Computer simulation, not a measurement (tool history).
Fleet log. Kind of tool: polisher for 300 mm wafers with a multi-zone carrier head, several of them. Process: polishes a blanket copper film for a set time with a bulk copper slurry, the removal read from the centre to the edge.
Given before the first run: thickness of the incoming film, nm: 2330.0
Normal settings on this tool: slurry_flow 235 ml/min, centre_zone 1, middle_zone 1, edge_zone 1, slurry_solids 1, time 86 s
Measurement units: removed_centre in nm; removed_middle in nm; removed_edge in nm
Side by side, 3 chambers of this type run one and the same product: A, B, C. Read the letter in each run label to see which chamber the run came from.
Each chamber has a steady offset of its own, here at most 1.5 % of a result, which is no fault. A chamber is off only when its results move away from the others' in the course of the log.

run,hour,slurry_flow,centre_zone,middle_zone,edge_zone,slurry_solids,time,removed_centre,removed_middle,removed_edge
1B,8.2,235,1,1,1,1,86,757.45,774.49,767.84
# hour 17.4: chamber A: edge zone pressure recalibrated
2A,18.6,235,1,1,1,1,86,767.1,763.24,761.72
3C,30.7,235,1,1,1,1,86,777.77,770.25,770.47
# hour 34.8: chamber B: worn pad replaced by a new one
4C,43.3,235,1,1,1,1,86,777.28,756.98,767.67
5A,52.5,235,1,1,1,1,86,758.5,763.92,771
6B,59.8,235,1,1.07,1,0.85,86,728.15,795.83,739.02
7B,67.4,235,1,1.07,1,0.85,86,733.47,793.98,744.07
# hour 70.4: chamber A: worn pad replaced by a new one
8C,76.8,235,1,1.07,1,0.85,86,744.21,781.34,738.68
9A,87.5,235,1.08,1,1,1,105,1024.6,938.56,929.99
# hour 95: chamber B: slurry nozzle cleaned
# hour 95.4: chamber B: centre zone pressure recalibrated
10A,95.8,235,1.08,1,1,1,105,1016.5,938.14,937.26
11C,106.5,235,1.08,1,1,1,105,1022.8,940.76,962.29
12B,117.2,235,1,1,1.05,1,86,702.53,782.32,784.7
# hour 124: chamber B: worn pad replaced by a new one
# hour 126.4: chamber C: worn pad replaced by a new one
13B,130,235,1,1,1.05,1,86,703.33,772.33,794.83
14A,142.5,235,1,1,1.05,1,86,771.8,757.85,804.1
15C,150.9,235,1,1,1,1,86,778.83,761.94,770.95
16C,161.9,235,1,1,1,1,86,773.82,766.28,769.78
# hour 165.4: chamber C: centre zone pressure recalibrated
17B,168.5,235,1,1,1,1,86,698.04,766.98,764.01
18A,178.3,235,1,1,1,1,86,758.77,766.04,764.34
19C,190.7,235,1,1,1,1,86,776.52,760.98,754.79
20A,201.1,235,1,1,1,1,86,767.85,757.72,767.67
21B,210.7,235,1,1,1,1,86,698.7,776.22,770.72
# hour 213: chamber B: edge zone pressure recalibrated
22B,217.2,235,1,1,1,1,86,694.66,769.8,778.84
23A,226,235,1,1,1,1,86,766.87,763.86,772.2
# hour 226.6: chamber A: worn pad replaced by a new one
24C,237.5,235,1,1,1,1,86,767.25,764.74,755.09
25A,246.3,235,1,1,1,0.8,86,723.35,735.86,739.42

Predict what each chamber gives when all 3 of them run the settings below next.
26A,256.1,235,1,0.88,1,1,86,?,?,?
26B,256.1,235,1,0.88,1,1,86,?,?,?
26C,256.1,235,1,0.88,1,1,86,?,?,?

run,removed_centre,removed_middle,removed_edge
26A,774.89,681.97,787.92
26B,698.56,677.4,775.24
26C,776.02,670.76,773.08
